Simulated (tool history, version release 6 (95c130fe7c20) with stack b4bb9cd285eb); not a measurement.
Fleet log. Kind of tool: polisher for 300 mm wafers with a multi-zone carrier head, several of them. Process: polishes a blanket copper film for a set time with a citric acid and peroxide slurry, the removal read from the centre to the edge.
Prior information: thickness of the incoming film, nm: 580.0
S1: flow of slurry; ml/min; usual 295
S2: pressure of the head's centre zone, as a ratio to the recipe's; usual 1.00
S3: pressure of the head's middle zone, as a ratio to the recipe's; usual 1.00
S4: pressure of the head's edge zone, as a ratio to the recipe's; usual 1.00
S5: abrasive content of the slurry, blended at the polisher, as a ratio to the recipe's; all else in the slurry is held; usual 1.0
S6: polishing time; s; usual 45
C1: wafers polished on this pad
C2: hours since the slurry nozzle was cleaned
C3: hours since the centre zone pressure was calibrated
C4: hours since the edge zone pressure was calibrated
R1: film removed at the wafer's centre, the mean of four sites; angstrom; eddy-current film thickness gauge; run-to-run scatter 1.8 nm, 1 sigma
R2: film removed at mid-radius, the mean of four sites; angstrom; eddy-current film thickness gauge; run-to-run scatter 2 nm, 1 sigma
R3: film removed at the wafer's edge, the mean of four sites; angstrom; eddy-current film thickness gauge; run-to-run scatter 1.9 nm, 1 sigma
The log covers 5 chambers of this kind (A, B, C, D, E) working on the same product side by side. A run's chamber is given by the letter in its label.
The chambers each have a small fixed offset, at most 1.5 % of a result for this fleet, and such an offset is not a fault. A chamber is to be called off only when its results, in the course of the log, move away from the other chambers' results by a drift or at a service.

run   hour   S1    S2    S3    S4   S5  S6    C1     C2     C3      C4      R1      R2      R3
 1E    8.1  295  1.00  1.00  1.00  1.0  45   279    8.6  302.2  1183.8  1834.5  1879.3  1862.7
      11.1  -- chamber D: worn pad replaced by a new one
 2C   13.4  295  1.00  1.00  1.00  1.0  45   733   72.9   92.3   305.3  1848.4  1879.1  1825.7
 3D   19.4  295  1.00  1.00  1.00  1.0  45    87   72.2  299.1   888.5  1831.7  1832.9  1823.1
      24.4  -- chamber D: edge zone pressure recalibrated
 4B   24.4  295  1.00  1.00  1.00  1.0  45   258   45.6   99.8   210.1  1818.6  1827.9  1832.6
      25.9  -- chamber C: edge zone pressure recalibrated
      28.3  -- chamber E: edge zone pressure recalibrated
      29.1  -- chamber A: worn pad replaced by a new one
 5A   33.5  295  1.00  1.00  1.00  1.0  45    46  218.4  420.9   223.9  1802.8  1797.7  1833.3
 6E   38.1  295  1.00  1.00  1.00  1.0  45   592   38.6  332.2     9.8  1861.8  1873.3  1866.3
 7C   44.3  260  1.11  1.00  1.00  1.0  45  1056  103.8  123.2    18.4  2055.9  1800.5  1823.4
 8A   49.2  260  1.11  1.00  1.00  1.0  45   210  234.1  436.6   239.6  2017.9  1821.7  1839.2
      51.6  -- chamber E: worn pad replaced by a new one
 9B   54.2  260  1.11  1.00  1.00  1.0  45   570   75.4  129.6   239.9  2018.8  1806.9  1808.7
10D   63.1  260  1.11  1.00  1.00  1.0  45   544  115.9  342.8    38.7  2006.0  1788.1  1813.1
      65.0  -- chamber C: worn pad replaced by a new one
11D   70.0  260  1.11  1.00  1.00  1.0  45   616  122.8  349.7    45.6  2016.7  1823.5  1793.7
12A   79.1  295  1.00  1.00  1.00  1.0  45   522  264.0  466.5   269.5  1805.7  1807.7  1819.4
13B   84.9  295  1.00  1.00  1.00  1.0  45   890  106.1  160.3   270.6  1825.4  1838.3  1842.3
      85.1  -- chamber D: centre zone pressure recalibrated
      88.6  -- chamber A: centre zone pressure recalibrated
14C   92.3  295  1.00  1.00  1.00  1.0  45   286  151.8  171.2    66.4  1812.7  1856.6  1835.0
      96.3  -- chamber D: worn pad replaced by a new one
15E  100.9  295  1.00  1.00  1.00  1.0  45   515  101.4  395.0    72.6  1866.3  1865.8  1853.1
     103.6  -- chamber A: worn pad replaced by a new one
16B  105.5  295  1.00  1.00  1.00  1.0  45  1106  126.7  180.9   291.2  1844.2  1816.9  1830.6
17A  114.2  295  1.00  1.11  1.00  1.0  45   111  299.1   25.6   304.6  1835.6  1952.6  1836.5
18E  118.6  295  1.00  1.11  1.00  1.0  45   700  119.1  412.7    90.3  1843.6  2042.7  1871.8
     119.5  -- chamber B: worn pad replaced by a new one
19D  126.5  295  1.00  1.11  1.00  1.0  45   316  179.3   41.4   102.1  1709.9  2008.4  1824.3
     126.8  -- chamber E: worn pad replaced by a new one
20C  131.5  295  1.00  1.11  1.00  1.0  45   695  191.0  210.4   105.6  1853.6  2037.9  1831.6
21A  136.5  295  1.00  1.11  1.00  1.0  45   344  321.4   47.9   326.9  1806.7  1959.9  1799.8
22C  142.9  295  1.00  1.00  1.00  1.0  45   815  202.4  221.8   117.0  1844.4  1840.5  1795.9
23E  149.0  295  1.00  1.00  1.00  1.0  45   232  149.5  443.1   120.7  1851.7  1845.5  1838.1
24B  154.2  295  1.00  1.00  0.91  0.9  45   362  175.4  229.6   339.9  1797.4  1798.3  1735.5
25D  160.9  295  1.00  1.00  0.91  0.9  45   675  213.7   75.8   136.5  1660.7  1792.1  1701.6
     166.3  -- chamber A: slurry nozzle cleaned
26E  167.2  295  1.00  1.00  0.91  0.9  45   422  167.7  461.3   138.9  1799.8  1827.7  1736.5
     169.5  -- chamber D: worn pad replaced by a new one
27D  172.4  295  1.00  1.00  0.91  0.9  45    30  225.2   87.3   148.0  1667.7  1805.1  1698.5
     178.7  -- chamber A: worn pad replaced by a new one
28B  181.5  295  1.00  1.00  0.91  0.9  45   648  202.7  256.9   367.2  1780.1  1799.8  1720.7
     182.3  -- chamber C: worn pad replaced by a new one
     183.6  -- chamber D: slurry nozzle cleaned
     187.2  -- chamber E: worn pad replaced by a new one
29A  188.7  295  1.00  1.00  1.00  1.0  45   105   22.5  100.1   379.1  1823.0  1835.7  1857.1
30C  197.3  370  1.00  1.00  1.00  1.0  45   157  256.8  276.2   171.4  1900.0  1885.4  1836.9
31D  204.1  370  1.00  1.00  1.00  1.0  45   361   20.6  119.0   179.7  1747.3  1891.7  1849.6
32B  210.7  370  1.00  1.00  1.00  1.0  45   953  231.9  286.1   396.4  1831.1  1929.4  1864.0
33A  217.6  370  1.00  1.00  1.00  1.0  45   407   51.4  129.0   408.0  1857.8  1830.0  1856.6
34E  226.6  370  1.00  1.00  1.00  1.0  45   411  227.1  520.7   198.3  1892.3  1871.1  1903.5
35C  234.0  295  1.00  1.00  1.00  1.0  45   541  293.5  312.9   208.1  1856.5  1862.3  1829.0

What goes on in this fleet: one chamber off, a drifting gauge, or nothing beyond the chambers' own small offsets? Name the chamber and the cause, if any.

A service on chamber D put it out of line with the rest.
Cause: centre zone's pressure below its setpoint, % = 5.62.

Chamber D could run next with any of the 4 candidate recipes listed below; each alters the usual settings, and their results appear as question marks. Which one brings its results back in line with what the other chambers deliver on the usual settings?
A result is in line if it is within this distance of the other chambers' mean on the usual settings: R1 62.0 angstrom; R2 69.0 angstrom; R3 66.0 angstrom
36D-1  240.7  290  0.96  1.00  1.02  1.0  45                   ?   ?   ?
36D-2  240.7  290  0.91  1.01  1.03  1.0  44                   ?   ?   ?
36D-3  240.7  300  1.04  1.00  0.98  1.0  45                   ?   ?   ?
36D-4  240.7  300  1.09  0.99  0.97  1.0  46                   ?   ?   ?

Average result of the remaining chambers running the usual settings: R1 1829.9 angstrom; R2 1839.9 angstrom; R3 1837.8 angstrom
  run      R1      R2      R3
36D-1  1643.8  1813.1  1860.0
36D-2  1516.3  1789.8  1827.7
36D-3  1799.7  1818.6  1826.3
36D-4  1935.2  1841.3  1857.3
36D-3 brings the chamber back in line.
